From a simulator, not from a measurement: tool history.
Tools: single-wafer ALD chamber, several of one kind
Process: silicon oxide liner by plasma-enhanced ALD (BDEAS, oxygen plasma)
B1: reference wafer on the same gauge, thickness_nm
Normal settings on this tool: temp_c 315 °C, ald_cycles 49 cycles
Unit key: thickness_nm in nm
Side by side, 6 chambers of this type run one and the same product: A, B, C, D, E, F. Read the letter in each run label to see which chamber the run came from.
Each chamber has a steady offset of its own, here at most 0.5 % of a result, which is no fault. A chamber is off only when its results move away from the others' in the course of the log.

{"run": "1A", "day": 0.288, "temp_c": 315, "ald_cycles": 49, "B1": 4.9901, "thickness_nm": 4.4647}
{"run": "2D", "day": 0.729, "temp_c": 315, "ald_cycles": 49, "B1": 4.9893, "thickness_nm": 4.4501}
{"day": 1.092, "done": "chamber C: thermocouple changed; heater temperature recalibrated"}
{"run": "3E", "day": 1.233, "temp_c": 315, "ald_cycles": 49, "B1": 4.9905, "thickness_nm": 4.4699}
{"day": 1.275, "done": "chamber E: thermocouple changed; heater temperature recalibrated"}
{"run": "4F", "day": 1.583, "temp_c": 315, "ald_cycles": 49, "B1": 4.9892, "thickness_nm": 4.4497}
{"run": "5B", "day": 2.046, "temp_c": 315, "ald_cycles": 44, "B1": 4.9867, "thickness_nm": 4.015}
{"day": 2.404, "done": "chamber A: thermocouple changed; heater temperature recalibrated"}
{"run": "6C", "day": 2.529, "temp_c": 315, "ald_cycles": 44, "B1": 4.9921, "thickness_nm": 3.9985}
{"run": "7A", "day": 2.979, "temp_c": 315, "ald_cycles": 44, "B1": 4.9894, "thickness_nm": 3.987}
{"run": "8D", "day": 3.529, "temp_c": 315, "ald_cycles": 44, "B1": 4.991, "thickness_nm": 4.0053}
{"day": 3.725, "done": "chamber D: thermocouple changed; heater temperature recalibrated"}
{"run": "9B", "day": 3.879, "temp_c": 315, "ald_cycles": 44, "B1": 4.9881, "thickness_nm": 4.0079}
{"run": "10F", "day": 4.467, "temp_c": 315, "ald_cycles": 44, "B1": 4.9936, "thickness_nm": 4.0311}
{"run": "11C", "day": 4.912, "temp_c": 315, "ald_cycles": 49, "B1": 4.9886, "thickness_nm": 4.488}
{"day": 4.992, "done": "chamber F: thermocouple changed; heater temperature recalibrated"}
{"run": "12E", "day": 5.296, "temp_c": 315, "ald_cycles": 49, "B1": 4.9913, "thickness_nm": 4.4804}
{"run": "13D", "day": 5.867, "temp_c": 315, "ald_cycles": 49, "B1": 4.9882, "thickness_nm": 4.4559}
{"run": "14B", "day": 6.188, "temp_c": 329, "ald_cycles": 49, "B1": 4.9918, "thickness_nm": 4.3978}
{"run": "15A", "day": 6.733, "temp_c": 329, "ald_cycles": 49, "B1": 4.9883, "thickness_nm": 4.3661}
{"run": "16E", "day": 7.296, "temp_c": 329, "ald_cycles": 49, "B1": 4.9911, "thickness_nm": 4.3878}
{"run": "17C", "day": 7.817, "temp_c": 329, "ald_cycles": 49, "B1": 4.9913, "thickness_nm": 4.39}
{"run": "18F", "day": 8.329, "temp_c": 329, "ald_cycles": 49, "B1": 4.9901, "thickness_nm": 4.4003}
{"run": "19E", "day": 8.733, "temp_c": 329, "ald_cycles": 49, "B1": 4.9898, "thickness_nm": 4.3888}
{"run": "20F", "day": 9.025, "temp_c": 303, "ald_cycles": 40, "B1": 4.9883, "thickness_nm": 3.7137}
{"run": "21A", "day": 9.321, "temp_c": 303, "ald_cycles": 40, "B1": 4.9903, "thickness_nm": 3.7019}
{"run": "22D", "day": 9.9, "temp_c": 303, "ald_cycles": 40, "B1": 4.9861, "thickness_nm": 3.6897}
{"run": "23C", "day": 10.196, "temp_c": 303, "ald_cycles": 40, "B1": 4.9906, "thickness_nm": 3.7127}
{"run": "24B", "day": 10.754, "temp_c": 303, "ald_cycles": 40, "B1": 4.9866, "thickness_nm": 3.6977}
{"run": "25A", "day": 11.108, "temp_c": 303, "ald_cycles": 40, "B1": 4.9919, "thickness_nm": 3.6923}
{"run": "26E", "day": 11.629, "temp_c": 315, "ald_cycles": 49, "B1": 4.9928, "thickness_nm": 4.4763}
{"run": "27F", "day": 12.033, "temp_c": 315, "ald_cycles": 49, "B1": 4.9862, "thickness_nm": 4.488}
{"run": "28C", "day": 12.388, "temp_c": 315, "ald_cycles": 49, "B1": 4.9942, "thickness_nm": 4.4477}
{"run": "29B", "day": 12.775, "temp_c": 315, "ald_cycles": 49, "B1": 4.989, "thickness_nm": 4.496}
{"run": "30D", "day": 13.092, "temp_c": 315, "ald_cycles": 49, "B1": 4.9923, "thickness_nm": 4.4313}
{"run": "31D", "day": 13.483, "temp_c": 315, "ald_cycles": 49, "B1": 4.9894, "thickness_nm": 4.4447}
{"run": "32C", "day": 13.792, "temp_c": 315, "ald_cycles": 49, "B1": 4.9913, "thickness_nm": 4.4493}
{"run": "33E", "day": 14.125, "temp_c": 315, "ald_cycles": 49, "B1": 4.9899, "thickness_nm": 4.4607}
{"run": "34A", "day": 14.408, "temp_c": 315, "ald_cycles": 49, "B1": 4.9868, "thickness_nm": 4.4541}
{"run": "35B", "day": 14.671, "temp_c": 315, "ald_cycles": 49, "B1": 4.9892, "thickness_nm": 4.4803}
{"run": "36F", "day": 15.108, "temp_c": 315, "ald_cycles": 49, "B1": 4.9904, "thickness_nm": 4.4557}
{"run": "37C", "day": 15.458, "temp_c": 315, "ald_cycles": 49, "B1": 4.9891, "thickness_nm": 4.4685}
{"run": "38E", "day": 15.738, "temp_c": 306, "ald_cycles": 56, "B1": 4.9863, "thickness_nm": 5.1756}
{"run": "39A", "day": 16.079, "temp_c": 306, "ald_cycles": 56, "B1": 4.9906, "thickness_nm": 5.176}
{"run": "40D", "day": 16.458, "temp_c": 306, "ald_cycles": 56, "B1": 4.9912, "thickness_nm": 5.1368}
{"run": "41F", "day": 16.788, "temp_c": 306, "ald_cycles": 56, "B1": 4.9868, "thickness_nm": 5.1749}

All 6 chambers run these settings next. Forecast each chamber's results:
{"run": "42A", "day": 17.217, "temp_c": 322, "ald_cycles": 49, "thickness_nm": "?"}
{"run": "42B", "day": 17.217, "temp_c": 322, "ald_cycles": 49, "thickness_nm": "?"}
{"run": "42C", "day": 17.217, "temp_c": 322, "ald_cycles": 49, "thickness_nm": "?"}
{"run": "42D", "day": 17.217, "temp_c": 322, "ald_cycles": 49, "thickness_nm": "?"}
{"run": "42E", "day": 17.217, "temp_c": 322, "ald_cycles": 49, "thickness_nm": "?"}
{"run": "42F", "day": 17.217, "temp_c": 322, "ald_cycles": 49, "thickness_nm": "?"}

run=42A thickness_nm=4.4288
run=42B thickness_nm=4.4315
run=42C thickness_nm=4.4142
run=42D thickness_nm=4.4358
run=42E thickness_nm=4.4346
run=42F thickness_nm=4.4212
